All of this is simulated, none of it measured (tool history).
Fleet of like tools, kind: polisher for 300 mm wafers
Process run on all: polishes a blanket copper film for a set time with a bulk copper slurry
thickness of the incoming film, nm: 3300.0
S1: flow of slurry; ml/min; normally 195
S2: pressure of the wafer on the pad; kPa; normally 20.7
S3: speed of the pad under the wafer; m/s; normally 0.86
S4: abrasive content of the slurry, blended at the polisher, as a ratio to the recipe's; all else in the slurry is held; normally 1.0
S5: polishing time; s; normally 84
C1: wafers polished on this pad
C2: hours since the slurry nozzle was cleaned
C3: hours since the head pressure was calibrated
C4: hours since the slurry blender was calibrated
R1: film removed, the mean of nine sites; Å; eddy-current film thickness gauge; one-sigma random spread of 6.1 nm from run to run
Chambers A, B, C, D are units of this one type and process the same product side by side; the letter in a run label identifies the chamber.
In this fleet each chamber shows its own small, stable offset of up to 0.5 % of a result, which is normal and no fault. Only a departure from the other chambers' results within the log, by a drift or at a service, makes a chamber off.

run	hour	S1	S2	S3	S4	S5	C1	C2	C3	C4	R1
1C	5.7	195	20.7	0.86	1.0	84	1433	495.4	139.7	25.5	6213.8
# hour 12.6: chamber C: worn pad replaced by a new one
2B	12.9	195	20.7	0.86	1.0	84	394	304.9	592.3	47.4	6222.5
# hour 21.4: chamber D: worn pad replaced by a new one
3D	23.7	195	20.7	0.86	1.0	84	22	269.2	387.9	43.6	6251.9
4A	33.8	195	20.7	0.86	1.0	84	981	410.4	564.9	68.0	6225.9
5A	43.4	195	20.7	0.86	1.0	84	1074	420.0	574.5	77.6	6233.3
6C	51.4	195	20.7	0.86	1.0	84	375	541.1	185.4	71.2	6207.1
# hour 53.8: chamber B: worn pad replaced by a new one
7D	56.7	195	20.7	0.86	1.0	84	341	302.2	420.9	76.6	6216.4
8B	64.4	195	20.7	0.86	1.0	84	102	356.4	643.8	98.9	6253.0
9B	74.7	195	20.7	0.86	1.0	84	202	366.7	654.1	109.2	6222.9
10D	85.2	195	20.7	0.86	1.0	84	616	330.7	449.4	105.1	6084.6
# hour 88.5: chamber A: head pressure recalibrated
11A	91.5	195	20.7	0.86	1.0	84	1539	468.1	3.0	125.7	6219.1
# hour 96.3: chamber D: head pressure recalibrated
12C	98.3	195	20.7	0.86	1.0	84	828	588.0	232.3	118.1	6179.8
13B	105.7	195	24.1	0.86	1.0	84	501	397.7	685.1	140.2	7335.7
# hour 108.4: chamber B: head pressure recalibrated
14C	117.4	195	24.1	0.86	1.0	84	1013	607.1	251.4	137.2	7263.4
# hour 119.0: chamber A: slurry blender recalibrated
# hour 125.6: chamber B: worn pad replaced by a new one
15D	127.6	195	24.1	0.86	1.0	84	1026	373.1	31.3	147.5	7343.6
# hour 131.1: chamber D: worn pad replaced by a new one
16A	133.0	195	24.1	0.86	1.0	84	1940	509.6	44.5	14.0	7419.8
17B	143.4	195	20.7	0.86	1.0	84	172	435.4	35.1	177.9	6304.5
18C	152.7	195	20.7	0.86	1.0	84	1354	642.4	286.7	172.5	6202.7
19D	163.4	195	20.7	0.86	1.0	84	312	408.9	67.1	183.3	6222.5
# hour 164.4: chamber B: slurry blender recalibrated
# hour 168.5: chamber C: worn pad replaced by a new one
20A	174.0	195	20.7	0.86	1.0	84	2336	550.6	85.5	55.0	6076.9
# hour 179.3: chamber C: slurry nozzle cleaned
21D	184.2	195	20.7	0.86	1.0	84	513	429.7	87.9	204.1	6238.1
22A	191.8	250	20.7	0.86	1.0	84	2508	568.4	103.3	72.8	6185.1
# hour 197.1: chamber B: worn pad replaced by a new one
23B	199.7	250	20.7	0.86	1.0	84	25	491.7	91.4	35.4	6345.2
24C	207.7	250	20.7	0.86	1.0	84	379	28.4	341.7	227.5	6385.6
25A	216.8	250	20.7	0.86	1.0	84	2750	593.4	128.3	97.8	6192.9
# hour 221.7: chamber D: worn pad replaced by a new one
26B	223.3	195	20.7	0.86	1.0	84	253	515.3	115.0	59.0	6225.7
27D	228.9	195	20.7	0.86	1.0	84	69	474.4	132.6	248.8	6201.2
28C	240.0	195	20.7	1.08	0.8	84	691	60.7	374.0	259.8	7525.6
29B	247.3	195	20.7	1.08	0.8	84	485	539.3	139.0	83.0	7420.3
30A	258.7	195	20.7	1.08	0.8	84	3155	635.3	170.2	139.7	7022.7
# hour 260.3: chamber C: slurry blender recalibrated
# hour 264.8: chamber B: worn pad replaced by a new one
31C	265.7	195	20.7	1.08	0.8	84	939	86.4	399.7	5.4	7499.4
32D	272.5	195	20.7	0.86	1.0	84	491	518.0	176.2	292.4	6214.1
33B	281.9	195	20.7	0.86	1.0	84	165	573.9	173.6	117.6	6264.7
34C	287.6	195	20.7	0.86	1.0	84	1151	108.3	421.6	27.3	6283.1

Is one chamber off against the others, does the gauge drift, or is nothing wrong? If a chamber is off, say which, and what the likeliest cause is.

Little by little, chamber A moves away from the other chambers.
Likeliest cause: removal rate lost through wear of the pad, % = 8.27.
The log may not tell that from: slurry flow missing at the pad, %; head's pressure below its setpoint, %.

Below are 4 candidate recipes for chamber A's next run, each the usual settings with a change, their results shown as question marks. Which of them brings A's results back in line with what the other chambers give on the usual settings?
Maximum distance from the other chambers' mean on the usual settings for a result to count as in line: R1 210.0 Å
35A-1	296.2	195	24.1	0.86	1.0	84					?
35A-2	296.2	195	19.3	0.80	1.0	84					?
35A-3	296.2	195	21.4	0.86	1.0	88					?
35A-4	296.2	195	20.0	0.86	1.0	80					?

Usual-settings mean across the other chambers: R1 6243.5 Å
run	R1
35A-1	6681.3
35A-2	4962.1
35A-3	6192.0
35A-4	5262.1
It is 35A-3 that realigns the chamber with its peers.
